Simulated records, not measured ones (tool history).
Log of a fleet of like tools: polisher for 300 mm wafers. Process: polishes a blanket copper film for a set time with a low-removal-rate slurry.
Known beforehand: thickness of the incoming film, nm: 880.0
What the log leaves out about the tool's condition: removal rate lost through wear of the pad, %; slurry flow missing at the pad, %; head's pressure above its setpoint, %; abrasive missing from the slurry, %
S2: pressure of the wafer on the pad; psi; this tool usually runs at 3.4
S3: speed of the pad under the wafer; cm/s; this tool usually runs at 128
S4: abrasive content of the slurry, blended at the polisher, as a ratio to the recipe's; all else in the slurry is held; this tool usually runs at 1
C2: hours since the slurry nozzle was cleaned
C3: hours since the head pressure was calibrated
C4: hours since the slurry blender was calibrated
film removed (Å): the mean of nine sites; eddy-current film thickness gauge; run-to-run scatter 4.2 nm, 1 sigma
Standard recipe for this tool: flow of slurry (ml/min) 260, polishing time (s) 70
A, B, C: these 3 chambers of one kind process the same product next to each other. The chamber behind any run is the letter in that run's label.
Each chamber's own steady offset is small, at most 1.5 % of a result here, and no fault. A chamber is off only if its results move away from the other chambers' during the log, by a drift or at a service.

{"run": "1A", "hour": 3.0, "flow of slurry (ml/min)": 260, "S2": 3.4, "S3": 128, "S4": 1, "polishing time (s)": 70, "wafers polished on this pad": 273, "C2": 181.3, "C3": 419.4, "C4": 8.2, "film removed (Å)": 3037}
{"run": "2C", "hour": 5.5, "flow of slurry (ml/min)": 260, "S2": 3.4, "S3": 128, "S4": 1, "polishing time (s)": 70, "wafers polished on this pad": 433, "C2": 231.2, "C3": 804.3, "C4": 135, "film removed (Å)": 2980.2}
{"run": "3B", "hour": 8.8, "flow of slurry (ml/min)": 260, "S2": 3.4, "S3": 128, "S4": 1, "polishing time (s)": 70, "wafers polished on this pad": 282, "C2": 233.3, "C3": 322.3, "C4": 24.2, "film removed (Å)": 3016.9}
{"run": "4B", "hour": 11.2, "flow of slurry (ml/min)": 260, "S2": 3.4, "S3": 128, "S4": 1, "polishing time (s)": 70, "wafers polished on this pad": 311, "C2": 235.7, "C3": 324.7, "C4": 26.6, "film removed (Å)": 3055.5}
{"run": "5A", "hour": 15.3, "flow of slurry (ml/min)": 260, "S2": 3.4, "S3": 128, "S4": 1, "polishing time (s)": 70, "wafers polished on this pad": 421, "C2": 193.6, "C3": 431.7, "C4": 20.5, "film removed (Å)": 3027.6}
{"run": "6C", "hour": 18.3, "flow of slurry (ml/min)": 260, "S2": 3.4, "S3": 128, "S4": 1, "polishing time (s)": 70, "wafers polished on this pad": 587, "C2": 244, "C3": 817.1, "C4": 147.8, "film removed (Å)": 3031.3}
{"run": "7A", "hour": 22.3, "flow of slurry (ml/min)": 260, "S2": 3.4, "S3": 128, "S4": 1, "polishing time (s)": 70, "wafers polished on this pad": 505, "C2": 200.6, "C3": 438.7, "C4": 27.5, "film removed (Å)": 3004.7}
{"run": "8B", "hour": 24.5, "flow of slurry (ml/min)": 260, "S2": 3.4, "S3": 128, "S4": 1, "polishing time (s)": 70, "wafers polished on this pad": 470, "C2": 249, "C3": 338, "C4": 39.9, "film removed (Å)": 3004.3}
{"run": "9C", "hour": 28.0, "flow of slurry (ml/min)": 260, "S2": 3.4, "S3": 128, "S4": 1, "polishing time (s)": 70, "wafers polished on this pad": 703, "C2": 253.7, "C3": 826.8, "C4": 157.5, "film removed (Å)": 3057.9}
{"run": "10A", "hour": 30.1, "flow of slurry (ml/min)": 260, "S2": 3.4, "S3": 128, "S4": 1, "polishing time (s)": 70, "wafers polished on this pad": 598, "C2": 208.4, "C3": 446.5, "C4": 35.3, "film removed (Å)": 3014.1}
{"run": "11B", "hour": 33.3, "flow of slurry (ml/min)": 260, "S2": 3.4, "S3": 128, "S4": 1, "polishing time (s)": 70, "wafers polished on this pad": 576, "C2": 257.8, "C3": 346.8, "C4": 48.7, "film removed (Å)": 2960.7}
{"run": "12C", "hour": 36.5, "flow of slurry (ml/min)": 260, "S2": 3.4, "S3": 128, "S4": 1, "polishing time (s)": 70, "wafers polished on this pad": 805, "C2": 262.2, "C3": 835.3, "C4": 166, "film removed (Å)": 3100}
{"run": "13A", "hour": 39.3, "flow of slurry (ml/min)": 260, "S2": 3.4, "S3": 128, "S4": 1, "polishing time (s)": 70, "wafers polished on this pad": 709, "C2": 217.6, "C3": 455.7, "C4": 44.5, "film removed (Å)": 3072.7}
{"run": "14B", "hour": 43.5, "flow of slurry (ml/min)": 260, "S2": 3.4, "S3": 128, "S4": 1, "polishing time (s)": 70, "wafers polished on this pad": 698, "C2": 268, "C3": 357, "C4": 58.9, "film removed (Å)": 2937.9}
{"run": "15C", "hour": 46.1, "flow of slurry (ml/min)": 260, "S2": 3.4, "S3": 128, "S4": 1, "polishing time (s)": 70, "wafers polished on this pad": 921, "C2": 271.8, "C3": 844.9, "C4": 175.6, "film removed (Å)": 3051.3}
{"run": "16A", "hour": 49.4, "flow of slurry (ml/min)": 260, "S2": 4.5, "S3": 128, "S4": 1, "polishing time (s)": 54, "wafers polished on this pad": 830, "C2": 227.7, "C3": 465.8, "C4": 54.6, "film removed (Å)": 3141.5}
{"run": "17C", "hour": 53.7, "flow of slurry (ml/min)": 260, "S2": 4.5, "S3": 128, "S4": 1, "polishing time (s)": 54, "wafers polished on this pad": 1012, "C2": 279.4, "C3": 852.5, "C4": 183.2, "film removed (Å)": 3168}
{"run": "18B", "hour": 56.0, "flow of slurry (ml/min)": 260, "S2": 4.5, "S3": 128, "S4": 1, "polishing time (s)": 54, "wafers polished on this pad": 848, "C2": 280.5, "C3": 369.5, "C4": 71.4, "film removed (Å)": 2918.2}
{"hour": 58.5, "done": "chamber C: slurry nozzle cleaned"}
{"run": "19C", "hour": 59.6, "flow of slurry (ml/min)": 260, "S2": 3.4, "S3": 128, "S4": 1, "polishing time (s)": 70, "wafers polished on this pad": 1083, "C2": 1.1, "C3": 858.4, "C4": 189.1, "film removed (Å)": 3089.4}
{"hour": 62.2, "done": "chamber A: slurry nozzle cleaned"}
{"run": "20B", "hour": 62.9, "flow of slurry (ml/min)": 260, "S2": 3.4, "S3": 128, "S4": 1, "polishing time (s)": 70, "wafers polished on this pad": 931, "C2": 287.4, "C3": 376.4, "C4": 78.3, "film removed (Å)": 2814.4}
{"run": "21A", "hour": 67.1, "flow of slurry (ml/min)": 260, "S2": 3.4, "S3": 128, "S4": 1, "polishing time (s)": 70, "wafers polished on this pad": 1042, "C2": 4.9, "C3": 483.5, "C4": 72.3, "film removed (Å)": 3071.3}
{"hour": 69.1, "done": "chamber A: worn pad replaced by a new one"}
{"run": "22A", "hour": 71.4, "flow of slurry (ml/min)": 260, "S2": 3.4, "S3": 128, "S4": 1, "polishing time (s)": 70, "wafers polished on this pad": 28, "C2": 9.2, "C3": 487.8, "C4": 76.6, "film removed (Å)": 2973.7}

All 3 chambers run these settings next. Forecast each chamber's results:
{"run": "23A", "hour": 74.7, "flow of slurry (ml/min)": 260, "S2": 3.4, "S3": 128, "S4": 1, "polishing time (s)": 70, "film removed (Å)": "?"}
{"run": "23B", "hour": 74.7, "flow of slurry (ml/min)": 260, "S2": 3.4, "S3": 128, "S4": 1, "polishing time (s)": 70, "film removed (Å)": "?"}
{"run": "23C", "hour": 74.7, "flow of slurry (ml/min)": 260, "S2": 3.4, "S3": 128, "S4": 1, "polishing time (s)": 70, "film removed (Å)": "?"}

run=23A film_removed_(Å)=3027.7
run=23B film_removed_(Å)=2696.5
run=23C film_removed_(Å)=3044.4

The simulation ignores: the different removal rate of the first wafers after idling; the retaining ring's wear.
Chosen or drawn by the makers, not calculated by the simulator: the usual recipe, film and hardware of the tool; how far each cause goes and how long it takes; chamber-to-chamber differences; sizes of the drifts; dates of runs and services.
